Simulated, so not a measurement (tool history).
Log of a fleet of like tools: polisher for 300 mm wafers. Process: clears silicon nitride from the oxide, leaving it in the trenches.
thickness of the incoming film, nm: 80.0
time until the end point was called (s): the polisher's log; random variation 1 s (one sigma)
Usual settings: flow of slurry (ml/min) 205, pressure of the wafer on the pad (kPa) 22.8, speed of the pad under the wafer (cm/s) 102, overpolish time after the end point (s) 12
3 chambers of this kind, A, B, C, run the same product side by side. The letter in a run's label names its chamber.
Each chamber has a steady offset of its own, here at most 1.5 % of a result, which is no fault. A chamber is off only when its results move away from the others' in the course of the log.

run,hour,flow of slurry (ml/min),pressure of the wafer on the pad (kPa),speed of the pad under the wafer (cm/s),overpolish time after the end point (s),time until the end point was called (s)
1C,13.0,205,22.8,102,12,64.211
2B,23.8,205,22.8,102,12,61.578
# hour 35.6: chamber B: worn pad replaced by a new one
3A,36.2,205,22.8,102,12,62.255
4A,44.9,205,22.8,102,12,64.449
5B,52.5,205,22.8,102,12,65.139
6C,68.2,205,22.8,102,12,63.200
7A,76.3,205,22.8,102,12,61.624
8B,87.3,205,22.8,102,12,61.958
# hour 88.9: chamber C: worn pad replaced by a new one
9C,97.9,205,22.8,102,12,61.626
10A,110.0,205,22.8,102,12,64.663
11C,124.9,205,22.8,102,12,63.617
12B,137.1,205,22.8,126,12,49.855
13B,146.0,205,22.8,126,12,50.214
# hour 152.7: chamber B: worn pad replaced by a new one
14A,154.0,205,22.8,126,12,51.953
15C,162.0,205,22.8,102,12,63.514
16A,171.2,205,22.8,102,12,65.423
17C,184.6,205,22.8,102,12,64.441
18B,193.1,205,22.8,102,12,63.555
19B,205.9,205,22.8,102,12,62.530
20C,213.1,205,22.8,102,12,64.351
21A,223.9,205,22.8,102,12,66.570
22A,234.6,205,22.8,72,12,93.828
23B,241.5,205,22.8,72,12,89.115
# hour 245.1: chamber C: worn pad replaced by a new one
24C,257.3,205,22.8,72,12,87.923
# hour 267.5: chamber C: head pressure recalibrated
25A,269.1,205,22.8,102,12,67.114
# hour 281.3: chamber A: slurry nozzle cleaned
26B,281.7,205,22.8,102,12,63.386
# hour 292.4: chamber B: worn pad replaced by a new one
27C,293.7,205,22.8,102,12,62.251
# hour 306.1: chamber C: slurry nozzle cleaned
28C,308.8,205,22.8,102,12,61.396
29B,319.7,205,22.8,102,12,64.121
30A,328.7,205,22.8,102,12,67.461
31A,336.8,205,22.8,102,12,66.746
32C,345.8,205,22.8,102,12,62.622
33B,359.5,205,22.8,102,12,62.747
# hour 365.7: chamber C: worn pad replaced by a new one
34B,368.2,205,22.8,102,12,61.867
35A,378.2,205,22.8,102,12,67.883
36C,386.4,205,28.3,90,12,55.779
# hour 398.4: chamber B: worn pad replaced by a new one
37B,400.4,205,28.3,90,12,57.721
# hour 410.8: chamber A: head pressure recalibrated
38C,411.1,205,28.3,90,12,56.845
39A,418.9,205,22.8,102,12,69.979
40C,429.5,205,22.8,102,12,63.238
41B,440.7,205,22.8,102,12,60.431
42A,450.2,205,22.8,102,12,71.135

All 3 chambers run these settings next. Forecast each chamber's results:
43A,461.6,205,22.8,102,12,?
43B,461.6,205,22.8,102,12,?
43C,461.6,205,22.8,102,12,?

run,time until the end point was called (s)
43A,71.864
43B,61.639
43C,63.536
